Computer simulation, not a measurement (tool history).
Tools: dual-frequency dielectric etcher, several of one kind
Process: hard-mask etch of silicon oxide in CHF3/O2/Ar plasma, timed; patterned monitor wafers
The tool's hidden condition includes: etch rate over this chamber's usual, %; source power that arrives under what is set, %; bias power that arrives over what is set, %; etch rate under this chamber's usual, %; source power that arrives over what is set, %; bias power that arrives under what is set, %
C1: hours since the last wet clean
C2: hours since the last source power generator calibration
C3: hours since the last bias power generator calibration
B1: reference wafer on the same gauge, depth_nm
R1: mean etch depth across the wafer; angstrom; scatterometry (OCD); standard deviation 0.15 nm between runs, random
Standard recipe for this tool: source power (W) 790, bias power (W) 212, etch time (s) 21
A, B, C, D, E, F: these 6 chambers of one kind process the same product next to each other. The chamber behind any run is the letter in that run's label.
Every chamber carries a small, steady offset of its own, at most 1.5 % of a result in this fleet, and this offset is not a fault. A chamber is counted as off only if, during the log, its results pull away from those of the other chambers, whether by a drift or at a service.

-- day=0.062 chamber B: bias power generator calibrated
run 1B day=0.329 | source_power_(W)=790 bias_power_(W)=212 etch_time_(s)=21 | C1=185.8 C2=199.2 C3=6.4 | B1=52.908 | R1=491.58
run 2F day=0.583 | source_power_(W)=790 bias_power_(W)=212 etch_time_(s)=21 | C1=194.1 C2=1785 C3=2847.4 | B1=52.911 | R1=483.42
run 3A day=1.058 | source_power_(W)=790 bias_power_(W)=212 etch_time_(s)=21 | C1=536.3 C2=314.6 C3=590.1 | B1=52.885 | R1=484.96
run 4C day=1.308 | source_power_(W)=790 bias_power_(W)=212 etch_time_(s)=21 | C1=212.4 C2=5051.6 C3=1741.3 | B1=52.91 | R1=490.24
run 5D day=1.812 | source_power_(W)=790 bias_power_(W)=212 etch_time_(s)=21 | C1=189.6 C2=858.5 C3=538.8 | B1=52.927 | R1=485.4
run 6E day=2.279 | source_power_(W)=790 bias_power_(W)=212 etch_time_(s)=21 | C1=203.6 C2=810.3 C3=1971 | B1=52.93 | R1=489.68
run 7B day=2.562 | source_power_(W)=790 bias_power_(W)=212 etch_time_(s)=21 | C1=239.4 C2=252.8 C3=60 | B1=52.932 | R1=495.01
-- day=2.779 chamber A: wet clean of the chamber
run 8C day=3.083 | source_power_(W)=790 bias_power_(W)=212 etch_time_(s)=21 | C1=255 C2=5094.2 C3=1783.9 | B1=52.925 | R1=487.9
run 9F day=3.362 | source_power_(W)=790 bias_power_(W)=212 etch_time_(s)=21 | C1=260.8 C2=1851.7 C3=2914.1 | B1=52.868 | R1=483.3
run 10D day=3.75 | source_power_(W)=790 bias_power_(W)=212 etch_time_(s)=21 | C1=236.1 C2=905 C3=585.3 | B1=52.916 | R1=484.24
run 11A day=4.254 | source_power_(W)=790 bias_power_(W)=212 etch_time_(s)=21 | C1=35.4 C2=391.3 C3=666.8 | B1=52.844 | R1=486.13
run 12E day=4.721 | source_power_(W)=790 bias_power_(W)=212 etch_time_(s)=21 | C1=262.2 C2=868.9 C3=2029.6 | B1=52.929 | R1=489.65
run 13F day=4.967 | source_power_(W)=790 bias_power_(W)=212 etch_time_(s)=21 | C1=299.3 C2=1890.2 C3=2952.6 | B1=52.918 | R1=485.04
run 14C day=5.267 | source_power_(W)=790 bias_power_(W)=212 etch_time_(s)=21 | C1=307.4 C2=5146.6 C3=1836.3 | B1=52.916 | R1=487.03
run 15B day=5.783 | source_power_(W)=790 bias_power_(W)=212 etch_time_(s)=21 | C1=316.7 C2=330.1 C3=137.3 | B1=52.913 | R1=493.44
run 16D day=6.279 | source_power_(W)=790 bias_power_(W)=212 etch_time_(s)=21 | C1=296.8 C2=965.7 C3=646 | B1=52.883 | R1=483.09
run 17E day=6.558 | source_power_(W)=790 bias_power_(W)=185 etch_time_(s)=16.5 | C1=306.3 C2=913 C3=2073.7 | B1=52.881 | R1=367.68
run 18A day=6.9 | source_power_(W)=790 bias_power_(W)=185 etch_time_(s)=16.5 | C1=98.9 C2=454.8 C3=730.3 | B1=52.87 | R1=363.81
run 19B day=7.162 | source_power_(W)=790 bias_power_(W)=185 etch_time_(s)=16.5 | C1=349.8 C2=363.2 C3=170.4 | B1=52.912 | R1=366.77
run 20C day=7.483 | source_power_(W)=790 bias_power_(W)=185 etch_time_(s)=16.5 | C1=360.6 C2=5199.8 C3=1889.5 | B1=52.899 | R1=368.71
-- day=7.596 chamber C: wet clean of the chamber
run 21E day=7.967 | source_power_(W)=790 bias_power_(W)=185 etch_time_(s)=16.5 | C1=340.1 C2=946.8 C3=2107.5 | B1=52.933 | R1=366.93
run 22F day=8.3 | source_power_(W)=790 bias_power_(W)=185 etch_time_(s)=16.5 | C1=379.3 C2=1970.2 C3=3032.6 | B1=52.951 | R1=361.96
run 23D day=8.621 | source_power_(W)=790 bias_power_(W)=212 etch_time_(s)=21 | C1=353 C2=1021.9 C3=702.2 | B1=52.872 | R1=481.95
run 24A day=9.154 | source_power_(W)=790 bias_power_(W)=234 etch_time_(s)=15 | C1=153 C2=508.9 C3=784.4 | B1=52.904 | R1=358.49
run 25E day=9.412 | source_power_(W)=790 bias_power_(W)=234 etch_time_(s)=15 | C1=374.8 C2=981.5 C3=2142.2 | B1=52.899 | R1=360.37
run 26A day=9.788 | source_power_(W)=790 bias_power_(W)=234 etch_time_(s)=15 | C1=168.2 C2=524.1 C3=799.6 | B1=52.911 | R1=358.55
run 27D day=10.129 | source_power_(W)=790 bias_power_(W)=234 etch_time_(s)=15 | C1=389.2 C2=1058.1 C3=738.4 | B1=52.867 | R1=356.86
run 28F day=10.546 | source_power_(W)=790 bias_power_(W)=234 etch_time_(s)=15 | C1=433.2 C2=2024.1 C3=3086.5 | B1=52.892 | R1=357.29
run 29B day=10.871 | source_power_(W)=790 bias_power_(W)=234 etch_time_(s)=15 | C1=438.8 C2=452.2 C3=259.4 | B1=52.917 | R1=364.77
-- day=10.904 chamber C: source power generator calibrated
run 30C day=11.392 | source_power_(W)=600 bias_power_(W)=179 etch_time_(s)=21 | C1=91.2 C2=11.8 C3=1983.3 | B1=52.859 | R1=416.12
run 31A day=11.679 | source_power_(W)=600 bias_power_(W)=179 etch_time_(s)=21 | C1=213.6 C2=569.5 C3=845 | B1=52.856 | R1=413.21
-- day=11.817 chamber B: wet clean of the chamber
run 32C day=12.083 | source_power_(W)=600 bias_power_(W)=179 etch_time_(s)=21 | C1=107.8 C2=28.4 C3=1999.9 | B1=52.929 | R1=418.08
run 33E day=12.471 | source_power_(W)=600 bias_power_(W)=179 etch_time_(s)=21 | C1=448.2 C2=1054.9 C3=2215.6 | B1=52.908 | R1=416.38
run 34B day=12.771 | source_power_(W)=600 bias_power_(W)=179 etch_time_(s)=21 | C1=22.9 C2=497.8 C3=305 | B1=52.94 | R1=418
run 35D day=13.246 | source_power_(W)=600 bias_power_(W)=179 etch_time_(s)=21 | C1=464 C2=1132.9 C3=813.2 | B1=52.882 | R1=407.52
run 36F day=13.758 | source_power_(W)=790 bias_power_(W)=212 etch_time_(s)=21 | C1=510.3 C2=2101.2 C3=3163.6 | B1=52.9 | R1=487.11
run 37D day=14.071 | source_power_(W)=790 bias_power_(W)=212 etch_time_(s)=21 | C1=483.8 C2=1152.7 C3=833 | B1=52.898 | R1=478.6
run 38B day=14.362 | source_power_(W)=790 bias_power_(W)=212 etch_time_(s)=21 | C1=61.1 C2=536 C3=343.2 | B1=52.935 | R1=494.93
run 39F day=14.767 | source_power_(W)=790 bias_power_(W)=212 etch_time_(s)=21 | C1=534.5 C2=2125.4 C3=3187.8 | B1=52.853 | R1=486.3

Read the log: is a single chamber off, either drifting away or since a service, is the gauge that measures every chamber drifting, or is nothing wrong beyond small per-chamber offsets? Name any odd chamber and what most likely caused it.

One chamber, D, drifts off from the rest bit by bit.
What lies behind it: etch rate under this chamber's usual, % = 1.76.
From this log alone, it may not be told apart from: source power that arrives under what is set, %; bias power that arrives under what is set, %.

Below are 4 candidate recipes for chamber D's next run, each the usual settings with a change, their results shown as question marks. Which of them brings D's results back in line with what the other chambers give on the usual settings?
Allowed miss from the other chambers' usual-settings mean, per result, to count as in line: R1 5.4 angstrom
run 40D-1 day=15.146 | source_power_(W)=790 bias_power_(W)=243 etch_time_(s)=21 | R1=?
run 40D-2 day=15.146 | source_power_(W)=690 bias_power_(W)=212 etch_time_(s)=21 | R1=?
run 40D-3 day=15.146 | source_power_(W)=790 bias_power_(W)=211 etch_time_(s)=20.5 | R1=?
run 40D-4 day=15.146 | source_power_(W)=790 bias_power_(W)=212 etch_time_(s)=21.5 | R1=?

What the other chambers average on the usual settings: R1 488.56 angstrom
run=40D-1 R1=500.62
run=40D-2 R1=453.42
run=40D-3 R1=465.39
run=40D-4 R1=488.89
The answer is 40D-4, which returns the chamber to within the allowed miss of the others.
